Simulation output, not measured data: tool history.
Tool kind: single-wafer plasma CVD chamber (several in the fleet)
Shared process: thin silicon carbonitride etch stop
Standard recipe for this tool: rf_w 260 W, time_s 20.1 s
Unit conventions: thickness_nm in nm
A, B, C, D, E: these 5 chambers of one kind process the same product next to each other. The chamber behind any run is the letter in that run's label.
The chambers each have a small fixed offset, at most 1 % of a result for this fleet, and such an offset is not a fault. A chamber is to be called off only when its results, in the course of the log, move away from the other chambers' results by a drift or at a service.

run	day	rf_w	time_s	hours since the last thermocouple change	hours since the last RF generator calibration	read-back reference wafer on the same gauge, thickness_nm	thickness_nm
1E	0.483	260	20.1	574.8	1962.7	13.597	12.387
2B	0.996	260	20.1	1014.5	673.2	13.597	12.428
3D	1.421	260	20.1	66.6	2320.9	13.593	12.276
4C	1.696	260	20.1	574.9	1982.1	13.592	12.276
5A	2.212	260	20.1	1568.6	563.4	13.586	12.412
6E	2.575	260	20.1	625	2012.9	13.59	12.421
7C	3.054	260	20.1	607.5	2014.7	13.591	12.258
8B	3.55	260	20.1	1075.8	734.5	13.582	12.371
9D	4.012	260	20.1	128.8	2383.1	13.588	12.271
10A	4.529	260	20.1	1624.2	619	13.583	12.363
11D	5.129	260	20.1	155.6	2409.9	13.58	12.297
12E	5.458	260	20.1	694.2	2082.1	13.579	12.367
# day 5.738: chamber D: RF generator calibrated
# day 5.758: chamber E: RF generator calibrated
13B	5.929	260	20.1	1132.9	791.6	13.578	12.38
14C	6.221	260	20.1	683.5	2090.7	13.576	12.228
15A	6.567	260	20.1	1673.1	667.9	13.569	12.401
16E	6.921	260	20.1	729.3	28	13.573	12.351
17A	7.383	260	20.1	1692.7	687.5	13.566	12.373
18D	7.825	260	20.1	220.3	50.1	13.573	12.313
19C	8.262	260	20.1	732.5	2139.7	13.571	12.2
20B	8.733	260	20.1	1200.2	858.9	13.565	12.352
21E	9.162	260	18.1	783.1	81.8	13.562	11.12
22B	9.571	260	18.1	1220.3	879	13.561	11.171
23A	10.162	260	18.1	1759.4	754.2	13.56	11.145
24C	10.608	260	18.1	788.8	2196	13.551	10.974
25D	11.017	260	18.1	296.9	126.7	13.555	11.068
26C	11.317	240	20.1	805.8	2213	13.551	11.919
27B	11.954	240	20.1	1277.5	936.2	13.547	12.043
28E	12.542	240	20.1	864.2	162.9	13.544	12.034
29D	12.946	240	20.1	343.2	173	13.547	12.03
30A	13.492	240	20.1	1839.3	834.1	13.543	12.067
31B	14.067	310	16.7	1328.2	986.9	13.539	10.839
32E	14.554	310	16.7	912.5	211.2	13.54	10.809
33A	15.092	310	16.7	1877.7	872.5	13.538	10.807
34D	15.538	310	16.7	405.4	235.2	13.535	10.745
35C	16.046	310	16.7	919.3	2326.5	13.536	10.664
36C	16.529	260	20.1	930.9	2338.1	13.533	12.18
37B	16.867	260	20.1	1395.4	1054.1	13.528	12.32
38D	17.358	260	20.1	449.1	278.9	13.525	12.283
39E	17.992	260	20.1	995	293.7	13.522	12.31
40A	18.621	260	20.1	1962.4	957.2	13.523	12.364
41D	18.9	260	20.1	486.1	315.9	13.519	12.278
42A	19.471	260	20.1	1982.8	977.6	13.519	12.315
# day 19.642: chamber B: thermocouple changed; heater temperature recalibrated
43B	19.992	260	20.1	8.4	1129.1	13.52	12.301
44E	20.442	260	20.1	1053.8	352.5	13.515	12.311

Next, every chamber runs the same settings. What will each give?
45A	20.9	220	20.1				?
45B	20.9	220	20.1				?
45C	20.9	220	20.1				?
45D	20.9	220	20.1				?
45E	20.9	220	20.1				?

run	thickness_nm
45A	11.738
45B	11.686
45C	11.589
45D	11.649
45E	11.706
